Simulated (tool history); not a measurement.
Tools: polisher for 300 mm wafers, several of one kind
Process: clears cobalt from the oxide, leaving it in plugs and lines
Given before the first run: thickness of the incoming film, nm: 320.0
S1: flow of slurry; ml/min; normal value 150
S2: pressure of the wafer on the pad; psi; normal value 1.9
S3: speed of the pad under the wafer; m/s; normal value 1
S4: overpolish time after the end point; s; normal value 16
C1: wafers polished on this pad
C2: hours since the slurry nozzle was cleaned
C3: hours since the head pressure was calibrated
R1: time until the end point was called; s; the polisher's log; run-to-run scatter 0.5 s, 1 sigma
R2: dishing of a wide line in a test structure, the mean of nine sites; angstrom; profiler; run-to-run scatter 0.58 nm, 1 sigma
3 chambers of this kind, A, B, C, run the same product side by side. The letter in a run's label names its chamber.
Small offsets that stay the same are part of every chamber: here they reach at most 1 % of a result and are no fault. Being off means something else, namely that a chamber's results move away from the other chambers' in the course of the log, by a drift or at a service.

run 1A hour=7.3 | S1=150 S2=1.9 S3=1 S4=16 | C1=618 C2=26.4 C3=731.8 | R1=61.508 R2=477.40
-- hour=11.3 chamber C: worn pad replaced by a new one
run 2B hour=14.7 | S1=150 S2=1.9 S3=1 S4=16 | C1=726 C2=427.2 C3=91.5 | R1=62.091 R2=482.27
-- hour=16.9 chamber A: worn pad replaced by a new one
run 3C hour=19.8 | S1=150 S2=1.9 S3=1 S4=16 | C1=108 C2=230.7 C3=1083.0 | R1=61.459 R2=491.79
run 4C hour=24.3 | S1=150 S2=1.9 S3=1 S4=16 | C1=165 C2=235.2 C3=1087.5 | R1=60.919 R2=482.98
run 5B hour=29.2 | S1=150 S2=1.9 S3=1 S4=16 | C1=910 C2=441.7 C3=106.0 | R1=62.575 R2=486.77
run 6A hour=34.5 | S1=150 S2=1.9 S3=1 S4=16 | C1=224 C2=53.6 C3=759.0 | R1=61.950 R2=481.74
run 7C hour=40.8 | S1=150 S2=1.9 S3=1 S4=16 | C1=374 C2=251.7 C3=1104.0 | R1=61.124 R2=485.51
run 8B hour=45.9 | S1=150 S2=1.9 S3=1 S4=16 | C1=1121 C2=458.4 C3=122.7 | R1=61.514 R2=494.87
run 9A hour=51.2 | S1=150 S2=1.9 S3=1 S4=16 | C1=435 C2=70.3 C3=775.7 | R1=61.502 R2=486.40
-- hour=55.3 chamber B: worn pad replaced by a new one
run 10C hour=57.0 | S1=150 S2=1.9 S3=1 S4=16 | C1=580 C2=267.9 C3=1120.2 | R1=61.912 R2=491.05
run 11A hour=62.1 | S1=150 S2=1.9 S3=1 S4=16 | C1=573 C2=81.2 C3=786.6 | R1=61.235 R2=480.35
-- hour=70.6 chamber C: worn pad replaced by a new one
run 12B hour=70.8 | S1=150 S2=1.9 S3=1 S4=16 | C1=197 C2=483.3 C3=147.6 | R1=61.212 R2=477.81
-- hour=70.9 chamber A: worn pad replaced by a new one
run 13A hour=75.5 | S1=150 S2=1.9 S3=1 S4=16 | C1=58 C2=94.6 C3=800.0 | R1=61.199 R2=482.99
run 14B hour=81.0 | S1=150 S2=1.5 S3=1 S4=16 | C1=326 C2=493.5 C3=157.8 | R1=78.322 R2=421.61
run 15C hour=90.1 | S1=150 S2=1.5 S3=1 S4=16 | C1=247 C2=301.0 C3=1153.3 | R1=77.784 R2=424.33
run 16A hour=96.9 | S1=150 S2=1.5 S3=1 S4=16 | C1=330 C2=116.0 C3=821.4 | R1=75.791 R2=426.25
run 17B hour=104.3 | S1=150 S2=1.9 S3=1 S4=16 | C1=622 C2=516.8 C3=181.1 | R1=62.629 R2=482.73
run 18C hour=109.3 | S1=150 S2=1.9 S3=1 S4=16 | C1=491 C2=320.2 C3=1172.5 | R1=61.558 R2=480.04
run 19B hour=114.5 | S1=150 S2=2.4 S3=1 S4=16 | C1=751 C2=527.0 C3=191.3 | R1=49.980 R2=548.80
run 20A hour=121.8 | S1=150 S2=2.4 S3=1 S4=16 | C1=645 C2=140.9 C3=846.3 | R1=48.663 R2=530.26
-- hour=126.2 chamber A: worn pad replaced by a new one
-- hour=129.1 chamber C: worn pad replaced by a new one
run 21C hour=130.6 | S1=150 S2=2.4 S3=1 S4=16 | C1=19 C2=341.5 C3=1193.8 | R1=48.861 R2=543.31
run 22B hour=135.6 | S1=170 S2=1.3 S3=1 S4=16 | C1=1018 C2=548.1 C3=212.4 | R1=92.407 R2=385.09
run 23C hour=142.9 | S1=170 S2=1.3 S3=1 S4=16 | C1=175 C2=353.8 C3=1206.1 | R1=86.570 R2=396.75
run 24A hour=148.3 | S1=170 S2=1.3 S3=1 S4=16 | C1=280 C2=167.4 C3=872.8 | R1=86.642 R2=402.35
run 25B hour=156.0 | S1=150 S2=1.9 S3=1 S4=16 | C1=1277 C2=568.5 C3=232.8 | R1=62.404 R2=483.79
run 26A hour=162.8 | S1=150 S2=1.9 S3=1 S4=16 | C1=463 C2=181.9 C3=887.3 | R1=62.457 R2=486.75
-- hour=163.2 chamber B: worn pad replaced by a new one
run 27C hour=172.2 | S1=150 S2=1.9 S3=1 S4=16 | C1=546 C2=383.1 C3=1235.4 | R1=62.057 R2=483.81
run 28B hour=180.6 | S1=150 S2=1.9 S3=1 S4=16 | C1=220 C2=593.1 C3=257.4 | R1=65.044 R2=478.42
-- hour=186.1 chamber A: worn pad replaced by a new one
-- hour=187.7 chamber C: worn pad replaced by a new one
run 29A hour=187.9 | S1=150 S2=1.9 S3=1 S4=16 | C1=23 C2=207.0 C3=912.4 | R1=62.462 R2=481.91
run 30C hour=196.0 | S1=150 S2=1.9 S3=1 S4=16 | C1=105 C2=406.9 C3=1259.2 | R1=62.102 R2=497.63
run 31A hour=203.1 | S1=150 S2=1.9 S3=1 S4=16 | C1=216 C2=222.2 C3=927.6 | R1=61.423 R2=482.28
run 32C hour=208.9 | S1=150 S2=1.9 S3=1 S4=16 | C1=269 C2=419.8 C3=1272.1 | R1=61.981 R2=477.96

Has any chamber moved away from the others, gradually or after a service, or does the common gauge drift, or do the chambers differ only by their own small steady offsets? State the chamber and the most likely cause if one applies.

It is chamber B that slowly wanders off from its peers.
Cause: slurry flow missing at the pad, % = 26.5.
The log might look much the same if the cause were instead: head's pressure below its setpoint, %.

Which of the 4 candidates below, each the usual settings with something changed and its results left as question marks, puts chamber B back in line with what the other chambers give on the usual settings?
A result is in line if it is within this distance of the other chambers' mean on the usual settings: R1 1.700 s; R2 20.00 angstrom
run 33B-1 hour=215.9 | S1=150 S2=1.8 S3=0.98 S4=16 | R1=? R2=?
run 33B-2 hour=215.9 | S1=150 S2=2.0 S3=1.02 S4=16 | R1=? R2=?
run 33B-3 hour=215.9 | S1=150 S2=1.8 S3=0.94 S4=16 | R1=? R2=?
run 33B-4 hour=215.9 | S1=150 S2=2.0 S3=1.06 S4=16 | R1=? R2=?

What the other chambers average on the usual settings: R1 61.485 s; R2 485.56 angstrom
run=33B-1 R1=70.531 R2=449.39
run=33B-2 R1=60.855 R2=487.14
run=33B-3 R1=73.580 R2=438.50
run=33B-4 R1=58.526 R2=496.98
33B-2 brings the chamber back in line.

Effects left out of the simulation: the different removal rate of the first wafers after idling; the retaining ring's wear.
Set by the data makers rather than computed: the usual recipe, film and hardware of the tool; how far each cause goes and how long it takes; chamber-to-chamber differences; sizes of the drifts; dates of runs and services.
